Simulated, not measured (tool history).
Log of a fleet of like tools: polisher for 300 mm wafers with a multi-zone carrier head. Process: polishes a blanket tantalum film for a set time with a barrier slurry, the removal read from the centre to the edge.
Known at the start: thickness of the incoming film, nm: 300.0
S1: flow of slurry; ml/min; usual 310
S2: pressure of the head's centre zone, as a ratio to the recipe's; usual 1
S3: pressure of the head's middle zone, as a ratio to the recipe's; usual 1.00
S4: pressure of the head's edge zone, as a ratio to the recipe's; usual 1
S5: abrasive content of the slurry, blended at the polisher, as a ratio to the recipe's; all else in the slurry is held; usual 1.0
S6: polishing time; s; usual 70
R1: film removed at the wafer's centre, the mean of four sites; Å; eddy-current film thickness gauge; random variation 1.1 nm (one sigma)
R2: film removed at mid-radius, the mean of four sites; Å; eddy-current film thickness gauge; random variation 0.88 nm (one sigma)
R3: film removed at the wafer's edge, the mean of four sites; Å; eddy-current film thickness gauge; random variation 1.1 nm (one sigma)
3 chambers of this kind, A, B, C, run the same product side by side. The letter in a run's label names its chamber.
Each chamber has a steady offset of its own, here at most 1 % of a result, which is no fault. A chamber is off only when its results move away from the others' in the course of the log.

run    day   S1  S2    S3  S4   S5  S6       R1       R2       R3
 1C  0.238  310   1  1.00   1  1.0  70  1017.70  1014.70  1012.00
 2A  0.408  310   1  1.00   1  1.0  70  1039.80  1023.10  1010.20
 3B  0.579  310   1  1.00   1  1.0  70  1024.80  1030.60  1034.10
 4A  0.804  310   1  1.00   1  1.0  70  1032.40  1031.20  1019.60
 5C  0.954  310   1  1.00   1  1.0  70  1015.70  1013.50  1030.20
 6B  1.204  310   1  1.00   1  1.0  70  1008.80  1019.10  1026.30
 7B  1.383  310   1  1.00   1  1.0  70  1016.50  1015.60  1020.00
 8C  1.508  310   1  1.00   1  1.0  70  1041.90   992.20  1014.10
 9A  1.625  310   1  1.00   1  1.0  70  1005.10  1013.90  1006.40
10A  1.879  310   1  1.00   1  1.0  70  1026.90  1018.20  1002.40
11B  2.079  310   1  1.00   1  1.0  70  1026.00  1028.60  1038.60
12C  2.329  310   1  1.00   1  1.0  70  1018.60   997.55  1025.40
13B  2.508  310   1  1.00   1  1.0  70  1022.90  1019.30  1023.00
14A  2.762  310   1  1.00   1  1.0  70   994.72  1021.80  1023.00
15C  3.008  310   1  1.00   1  1.0  70  1034.10   998.32  1012.60
16B  3.200  310   1  1.00   1  1.0  70  1012.20  1026.60  1006.80
     3.225  -- chamber B: worn pad replaced by a new one
17A  3.367  310   1  1.00   1  1.0  70  1011.60  1019.10  1019.70
18C  3.617  310   1  1.00   1  1.0  70  1020.60  1010.70  1001.30
     3.704  -- chamber C: worn pad replaced by a new one
19C  3.746  310   1  1.00   1  0.9  70   986.83   976.93   972.81
20A  4.004  310   1  1.00   1  0.9  70   983.22   968.00   961.24
21B  4.121  310   1  1.00   1  0.9  70   973.13  1008.20   980.30
22A  4.288  310   1  1.00   1  1.0  70  1015.10   994.65   986.24
23C  4.546  310   1  1.00   1  1.0  70  1031.10  1010.10  1023.40
24B  4.688  310   1  1.00   1  1.0  70  1000.90  1010.40  1019.30
25C  4.812  310   1  1.00   1  1.0  70  1023.90  1013.30   990.53
     5.008  -- chamber B: slurry nozzle cleaned
26B  5.029  310   1  1.00   1  1.0  70  1026.60  1019.80   996.43
27A  5.262  310   1  0.89   1  0.9  70   973.52   852.38   930.89
28C  5.417  310   1  0.89   1  0.9  70   968.01   890.97   989.95
29A  5.571  310   1  0.89   1  0.9  70   958.39   852.94   950.36
30B  5.829  310   1  1.00   1  1.0  61   884.05   895.84   913.62
31A  6.079  310   1  1.00   1  1.0  61   840.01   842.62   832.19
32B  6.333  310   1  1.00   1  1.0  61   886.63   888.05   893.71
33C  6.462  310   1  1.00   1  1.0  70  1018.90  1011.10  1016.70
34B  6.625  310   1  1.00   1  1.0  70  1005.40  1026.10  1001.80
     6.679  -- chamber B: worn pad replaced by a new one
35C  6.821  310   1  1.00   1  1.0  70  1027.90  1007.90  1003.20
36A  6.983  310   1  0.91   1  1.0  70   952.95   874.94   957.37
37C  7.125  310   1  0.91   1  1.0  70  1012.50   928.00  1015.00
38B  7.333  310   1  0.91   1  1.0  70  1001.80   938.28  1039.70
39A  7.529  310   1  1.00   1  1.0  70   955.66   953.33   935.24

What goes on in this fleet: one chamber off, a drifting gauge, or nothing beyond the chambers' own small offsets? Name the chamber and the cause, if any.

Chamber A drifts away from the others.
Cause: removal rate lost through wear of the pad, % = 7.03.
The log may not tell that from: slurry flow missing at the pad, %.

Here are 4 candidates for chamber A's next run, each the usual settings with a change, their results left as question marks. Which one brings its results back in line with what the others give on the usual settings?
In line means no further than this from the other chambers' mean on the usual settings: R1 38.00 Å; R2 31.00 Å; R3 37.00 Å
40A-1  7.721  310  0.99  1.00  1.01  1.00  75   ?   ?   ?
40A-2  7.721  310  0.99  1.00  1.02  1.05  80   ?   ?   ?
40A-3  7.721  310  1.01  1.01  0.98  0.95  61   ?   ?   ?
40A-4  7.721  310  1.01  1.00  0.99  1.00  65   ?   ?   ?

The other chambers' mean on the usual settings: R1 1017.00 Å; R2 1014.00 Å; R3 1018.80 Å
  run       R1       R2       R3
40A-1  1005.00  1016.80  1015.90
40A-2  1087.10  1099.90  1104.80
40A-3   822.96   821.90   800.64
40A-4   890.41   881.11   871.13
40A-1 brings the chamber back in line.
